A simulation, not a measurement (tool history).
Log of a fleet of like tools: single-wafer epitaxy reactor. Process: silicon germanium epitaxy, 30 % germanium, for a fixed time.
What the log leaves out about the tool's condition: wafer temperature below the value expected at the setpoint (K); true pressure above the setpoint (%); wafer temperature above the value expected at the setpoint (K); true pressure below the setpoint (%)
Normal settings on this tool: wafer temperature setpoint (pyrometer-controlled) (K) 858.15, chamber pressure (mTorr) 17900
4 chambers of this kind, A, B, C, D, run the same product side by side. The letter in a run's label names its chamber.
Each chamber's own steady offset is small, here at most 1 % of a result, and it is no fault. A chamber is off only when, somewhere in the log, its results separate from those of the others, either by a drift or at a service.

run     day  wafer temperature setpoint (pyrometer-controlled) (K)  chamber pressure (mTorr)  hours since the last pyrometer calibration  hours since the last manometer calibration  read-back reference wafer on the same gauge, thickness_nm  mean film thickness on the monitor wafer (angstrom)
 1D   0.404                                                 858.15                     17900                                      1018.4                                       789.8                                                      44.01                                               426.19
 2B   0.871                                                 858.15                     17900                                       562.7                                      1530.3                                                      44.05                                               424.31
 3C   1.146                                                 858.15                     17900                                      1242.2                                      1237.2                                                     44.046                                               427.73
 4A   1.583                                                 858.15                     17900                                      1444.4                                       643.2                                                     44.049                                               422.98
 5D   1.971                                                 858.15                     17900                                        1056                                       827.4                                                     44.047                                                426.8
 6B   2.267                                                 858.15                     17900                                       596.2                                      1563.8                                                     44.059                                               424.07
 7A   2.696                                                 858.15                     17900                                      1471.1                                       669.9                                                     44.062                                               423.81
 8C    3.15                                                 872.15                     19600                                      1290.3                                      1285.3                                                     44.083                                               573.53
 9C   3.483                                                 872.15                     19600                                      1298.3                                      1293.3                                                      44.09                                               575.56
10B     3.7                                                 872.15                     19600                                       630.6                                      1598.2                                                      44.09                                               570.15
11D     4.1                                                 872.15                     19600                                      1107.1                                       878.5                                                     44.117                                               576.75
12A   4.367                                                 858.15                     17900                                      1511.2                                         710                                                     44.105                                               423.79
13A   4.758                                                 858.15                     17900                                      1520.6                                       719.4                                                     44.113                                               424.14
14C   5.038                                                 858.15                     17900                                      1335.6                                      1330.6                                                     44.112                                                429.3
15D   5.471                                                 858.15                     17900                                        1140                                       911.4                                                     44.138                                               428.41
16B    5.75                                                 858.15                     17900                                       679.8                                      1647.4                                                     44.146                                               423.63
17C   6.038                                                 858.15                     17900                                      1359.6                                      1354.6                                                      44.17                                                428.3
18D     6.5                                                 858.15                     17900                                      1164.7                                       936.1                                                     44.159                                               427.54
19B   6.833                                                 868.15                     19900                                       705.8                                      1673.4                                                     44.185                                               533.22
20A   7.171                                                 868.15                     19900                                      1578.5                                       777.3                                                     44.196                                               534.79
21D   7.421                                                 868.15                     19900                                      1186.8                                       958.2                                                     44.174                                               539.79
22B   7.725                                                 868.15                     19900                                       727.2                                      1694.8                                                     44.205                                               536.33
23A   7.992                                                 858.15                     17900                                      1598.2                                         797                                                     44.179                                               425.39
24C   8.258                                                 858.15                     17900                                      1412.9                                      1407.9                                                     44.228                                               428.88
25C   8.529                                                 858.15                     17900                                      1419.4                                      1414.4                                                     44.223                                               428.63
26B   8.862                                                 863.15                     16100                                       754.5                                      1722.1                                                     44.255                                               448.59
      8.958  -- chamber A: capacitance manometer re-zeroed and calibrated
27D   9.062                                                 863.15                     16100                                      1226.2                                       997.6                                                     44.249                                               450.97
28A   9.283                                                 863.15                     16100                                      1629.2                                         7.8                                                      44.22                                               448.19
29D   9.738                                                 863.15                     16100                                      1242.4                                      1013.8                                                     44.249                                               452.15
30A  10.021                                                 858.15                     17900                                      1646.9                                        25.5                                                     44.255                                               425.35
31C  10.392                                                 858.15                     17900                                      1464.1                                      1459.1                                                     44.264                                               429.43
32B  10.642                                                 858.15                     17900                                       797.2                                      1764.8                                                     44.283                                                  427
33A  10.942                                                 858.15                     17900                                        1669                                        47.6                                                     44.285                                               423.69
     11.071  -- chamber D: capacitance manometer re-zeroed and calibrated
34C  11.312                                                 858.15                     17900                                      1486.2                                      1481.2                                                     44.288                                               428.66
35D  11.712                                                 871.15                     17900                                      1289.8                                        15.5                                                     44.316                                               546.26

For the next run the whole fleet of 4 chambers uses the same settings. Give each chamber's results:
36A  12.046                                                 858.15                     17900                                                                                                                                                                                                       ?
36B  12.046                                                 858.15                     17900                                                                                                                                                                                                       ?
36C  12.046                                                 858.15                     17900                                                                                                                                                                                                       ?
36D  12.046                                                 858.15                     17900                                                                                                                                                                                                       ?

run  mean film thickness on the monitor wafer (angstrom)
36A                                               426.43
36B                                                426.1
36C                                               428.01
36D                                               429.87
